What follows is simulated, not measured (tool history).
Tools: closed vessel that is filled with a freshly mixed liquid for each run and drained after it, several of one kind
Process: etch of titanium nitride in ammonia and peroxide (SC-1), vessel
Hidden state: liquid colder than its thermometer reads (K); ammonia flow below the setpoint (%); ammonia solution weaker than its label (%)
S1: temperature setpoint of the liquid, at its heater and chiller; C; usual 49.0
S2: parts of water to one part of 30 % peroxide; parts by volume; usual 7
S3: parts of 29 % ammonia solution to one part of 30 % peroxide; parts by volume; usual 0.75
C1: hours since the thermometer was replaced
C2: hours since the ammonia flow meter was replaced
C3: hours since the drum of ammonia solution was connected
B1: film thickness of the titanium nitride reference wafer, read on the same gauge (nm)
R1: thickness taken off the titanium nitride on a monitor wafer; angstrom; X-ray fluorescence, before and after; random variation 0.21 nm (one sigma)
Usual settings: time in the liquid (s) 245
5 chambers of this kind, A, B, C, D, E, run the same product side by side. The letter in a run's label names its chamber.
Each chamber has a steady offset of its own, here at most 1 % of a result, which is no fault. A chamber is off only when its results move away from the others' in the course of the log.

Run 1A, hour 14.8: usual settings; C1 1354.6; C2 1058.2; C3 388.9; B1 90.002. Result: R1 232.500 angstrom.
Run 2B, hour 26.6: usual settings; C1 292.1; C2 1657.0; C3 231.6; B1 90.015. Result: R1 229.710 angstrom.
Run 3C, hour 36.4: usual settings; C1 112.5; C2 2155.4; C3 401.3; B1 90.007. Result: R1 234.780 angstrom.
Run 4E, hour 53.1: usual settings; C1 1079.2; C2 777.7; C3 153.8; B1 89.995. Result: R1 227.940 angstrom.
Run 5D, hour 67.3: usual settings; C1 154.9; C2 326.7; C3 251.2; B1 89.981. Result: R1 230.330 angstrom.
Run 6C, hour 77.9: usual settings; C1 154.0; C2 2196.9; C3 442.8; B1 89.989. Result: R1 231.650 angstrom.
Run 7E, hour 90.8: usual settings; C1 1116.9; C2 815.4; C3 191.5; B1 90.002. Result: R1 229.150 angstrom.
At hour 91.0: chamber E: ammonia flow meter replaced.
Run 8A, hour 101.0: usual settings; C1 1440.8; C2 1144.4; C3 475.1; B1 89.994. Result: R1 232.890 angstrom.
Run 9D, hour 110.3: usual settings; C1 197.9; C2 369.7; C3 294.2; B1 89.984. Result: R1 232.070 angstrom.
Run 10B, hour 118.5: usual settings; C1 384.0; C2 1748.9; C3 323.5; B1 90.004. Result: R1 233.290 angstrom.
At hour 123.6: chamber B: new drum of ammonia solution connected.
Run 11A, hour 127.6: usual settings; C1 1467.4; C2 1171.0; C3 501.7; B1 89.998. Result: R1 233.910 angstrom.
Run 12E, hour 142.4: usual settings; C1 1168.5; C2 51.5; C3 243.1; B1 90.020. Result: R1 228.660 angstrom.
Run 13B, hour 151.9: usual settings; C1 417.4; C2 1782.3; C3 28.3; B1 89.988. Result: R1 227.740 angstrom.
Run 14C, hour 166.1: usual settings; C1 242.2; C2 2285.1; C3 531.0; B1 90.004. Result: R1 233.560 angstrom.
At hour 170.9: chamber E: new drum of ammonia solution connected.
Run 15D, hour 178.2: usual settings but S2 9 parts by volume; C1 265.8; C2 437.6; C3 362.1; B1 89.992. Result: R1 206.310 angstrom.
Run 16C, hour 186.9: usual settings but S2 9 parts by volume; C1 263.0; C2 2305.9; C3 551.8; B1 89.983. Result: R1 204.970 angstrom.
Run 17B, hour 195.6: usual settings but S2 9 parts by volume; C1 461.1; C2 1826.0; C3 72.0; B1 89.991. Result: R1 206.570 angstrom.
At hour 200.7: chamber A: ammonia flow meter replaced.
Run 18E, hour 206.8: usual settings but S2 9 parts by volume; C1 1232.9; C2 115.9; C3 36.0; B1 90.002. Result: R1 204.500 angstrom.
At hour 213.0: chamber B: ammonia flow meter replaced.
Run 19A, hour 218.5: usual settings but S2 9 parts by volume; C1 1558.3; C2 17.8; C3 592.6; B1 90.019. Result: R1 201.400 angstrom.
Run 20D, hour 229.8: usual settings; C1 317.4; C2 489.2; C3 413.7; B1 90.002. Result: R1 229.670 angstrom.
Run 21D, hour 245.5: usual settings; C1 333.1; C2 504.9; C3 429.4; B1 89.999. Result: R1 227.520 angstrom.
Run 22A, hour 258.8: usual settings; C1 1598.6; C2 58.1; C3 632.9; B1 89.990. Result: R1 225.310 angstrom.
Run 23B, hour 269.6: usual settings but S1 43.5 C, time in the liquid (s) 130; C1 535.1; C2 56.6; C3 146.0; B1 89.990. Result: R1 82.689 angstrom.
Run 24E, hour 284.5: usual settings but S1 43.5 C, time in the liquid (s) 130; C1 1310.6; C2 193.6; C3 113.7; B1 90.022. Result: R1 82.167 angstrom.
At hour 286.6: chamber C: ammonia flow meter replaced.
Run 25C, hour 293.3: usual settings but S1 43.5 C, time in the liquid (s) 130; C1 369.4; C2 6.7; C3 658.2; B1 89.991. Result: R1 84.356 angstrom.
Run 26C, hour 305.3: usual settings but S1 43.5 C, time in the liquid (s) 130; C1 381.4; C2 18.7; C3 670.2; B1 90.022. Result: R1 84.442 angstrom.
At hour 312.4: chamber B: thermometer replaced.
Run 27E, hour 319.4: usual settings but S1 43.5 C, time in the liquid (s) 130; C1 1345.5; C2 228.5; C3 148.6; B1 89.988. Result: R1 82.068 angstrom.
Run 28D, hour 334.5: usual settings; C1 422.1; C2 593.9; C3 518.4; B1 90.009. Result: R1 233.350 angstrom.
Run 29A, hour 349.0: usual settings; C1 1688.8; C2 148.3; C3 723.1; B1 90.000. Result: R1 219.440 angstrom.
Run 30B, hour 363.7: usual settings; C1 51.3; C2 150.7; C3 240.1; B1 89.991. Result: R1 235.360 angstrom.
Run 31A, hour 372.7: usual settings; C1 1712.5; C2 172.0; C3 746.8; B1 90.000. Result: R1 217.300 angstrom.
Run 32B, hour 384.2: usual settings; C1 71.8; C2 171.2; C3 260.6; B1 89.991. Result: R1 230.630 angstrom.
Run 33C, hour 392.3: usual settings; C1 468.4; C2 105.7; C3 757.2; B1 89.990. Result: R1 233.300 angstrom.
At hour 397.9: chamber E: new drum of ammonia solution connected.
Run 34D, hour 405.1: usual settings; C1 492.7; C2 664.5; C3 589.0; B1 89.997. Result: R1 234.570 angstrom.
Run 35E, hour 417.0: usual settings; C1 1443.1; C2 326.1; C3 19.1; B1 90.000. Result: R1 230.210 angstrom.
Run 36A, hour 432.5: usual settings; C1 1772.3; C2 231.8; C3 806.6; B1 89.998. Result: R1 214.320 angstrom.
Run 37B, hour 448.1: usual settings but S2 5 parts by volume; C1 135.7; C2 235.1; C3 324.5; B1 90.001. Result: R1 268.360 angstrom.
Run 38D, hour 459.6: usual settings but S2 5 parts by volume; C1 547.2; C2 719.0; C3 643.5; B1 90.005. Result: R1 269.140 angstrom.
At hour 461.8: chamber B: new drum of ammonia solution connected.
Run 39C, hour 466.9: usual settings but S2 5 parts by volume; C1 543.0; C2 180.3; C3 831.8; B1 89.993. Result: R1 275.400 angstrom.
Run 40E, hour 482.3: usual settings but S2 5 parts by volume; C1 1508.4; C2 391.4; C3 84.4; B1 90.000. Result: R1 269.180 angstrom.
Run 41A, hour 497.4: usual settings but S2 5 parts by volume; C1 1837.2; C2 296.7; C3 871.5; B1 89.988. Result: R1 247.640 angstrom.
At hour 497.7: chamber D: new drum of ammonia solution connected.
Run 42D, hour 509.0: usual settings; C1 596.6; C2 768.4; C3 11.3; B1 90.018. Result: R1 231.890 angstrom.
Run 43C, hour 517.3: usual settings; C1 593.4; C2 230.7; C3 882.2; B1 90.013. Result: R1 232.790 angstrom.
Run 44B, hour 529.1: usual settings; C1 216.7; C2 316.1; C3 67.3; B1 90.013. Result: R1 233.040 angstrom.

Next, every chamber runs the same settings. What will each give?
Run 45A, hour 541.1: usual settings but time in the liquid (s) 330. Result: R1 ?.
Run 45B, hour 541.1: usual settings but time in the liquid (s) 330. Result: R1 ?.
Run 45C, hour 541.1: usual settings but time in the liquid (s) 330. Result: R1 ?.
Run 45D, hour 541.1: usual settings but time in the liquid (s) 330. Result: R1 ?.
Run 45E, hour 541.1: usual settings but time in the liquid (s) 330. Result: R1 ?.

run       R1
45A  278.700
45B  314.560
45C  310.040
45D  311.050
45E  304.970
